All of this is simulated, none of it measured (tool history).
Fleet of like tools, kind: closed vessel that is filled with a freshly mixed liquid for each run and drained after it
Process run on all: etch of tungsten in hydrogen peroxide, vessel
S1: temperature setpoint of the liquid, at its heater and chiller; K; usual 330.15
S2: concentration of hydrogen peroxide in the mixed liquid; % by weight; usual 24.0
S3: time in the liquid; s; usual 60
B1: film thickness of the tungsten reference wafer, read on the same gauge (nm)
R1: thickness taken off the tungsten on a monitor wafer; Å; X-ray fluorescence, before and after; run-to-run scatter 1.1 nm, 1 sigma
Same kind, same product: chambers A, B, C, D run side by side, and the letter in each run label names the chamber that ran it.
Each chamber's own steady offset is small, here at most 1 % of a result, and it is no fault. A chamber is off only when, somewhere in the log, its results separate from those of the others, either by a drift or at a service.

run,hour,S1,S2,S3,B1,R1
1A,9.7,330.15,24.0,60,50.056,1146.60
2B,15.5,330.15,24.0,60,50.029,1159.90
3D,24.9,330.15,24.0,60,50.028,1184.20
4C,30.5,330.15,24.0,60,49.991,1140.70
5A,35.8,330.15,24.0,60,49.988,1137.20
6D,41.0,330.15,24.0,60,50.011,1152.70
7C,46.8,330.15,24.0,60,49.986,1133.40
8B,56.6,330.15,24.0,60,49.986,1154.60
9A,62.0,330.15,24.0,60,50.010,1138.50
10C,71.9,330.15,24.0,60,50.032,1152.40
11B,80.9,330.15,24.0,60,50.002,1142.60
12D,85.5,330.15,24.0,60,49.968,1155.40
13C,92.5,330.15,24.0,60,50.016,1141.40
# hour 95.0: chamber A: new drum of peroxide connected
14B,100.2,330.15,24.0,60,49.999,1157.80
15D,106.9,321.65,27.5,60,50.019,727.91
16A,115.3,321.65,27.5,60,50.043,734.89
17C,124.5,321.65,27.5,60,50.019,750.26
18D,134.4,321.65,27.5,60,50.016,717.05
19A,140.4,330.15,24.0,60,49.992,1149.20
20B,146.4,330.15,24.0,60,50.004,1158.30
21A,151.6,330.15,24.0,60,50.001,1148.70
22B,159.0,330.15,24.0,60,49.988,1164.50
23D,169.3,330.15,24.0,60,49.990,1109.00
24C,178.9,330.15,24.0,60,49.999,1139.20
25C,186.7,330.15,24.0,60,49.980,1149.30
26A,191.9,330.15,24.0,60,49.975,1150.30
27D,196.5,330.15,24.0,75,50.014,1370.80

Does one chamber stand apart from the rest, does the shared gauge drift, or is all well apart from small per-chamber offsets? Give the chamber and the most likely cause, where there is one.

One chamber, D, drifts off from the rest bit by bit.
Most likely cause: liquid colder than its thermometer reads (K) = 0.963.
Not necessarily distinguishable in this log from: peroxide flow below the setpoint (%).

Chamber D could run next with any of the 4 candidate recipes listed below; each alters the usual settings, and their results appear as question marks. Which one brings its results back in line with what the other chambers deliver on the usual settings?
A result is in line if it is within this distance of the other chambers' mean on the usual settings: R1 40.00 Å
28D-1,203.9,330.15,29.5,60,,?
28D-2,203.9,328.65,23.5,60,,?
28D-3,203.9,330.15,26.0,60,,?
28D-4,203.9,329.15,24.0,60,,?

Other chambers, usual settings, mean: R1 1147.80 Å
run,R1
28D-1,1218.10
28D-2,996.37
28D-3,1144.10
28D-4,1037.20
It is 28D-3 that realigns the chamber with its peers.
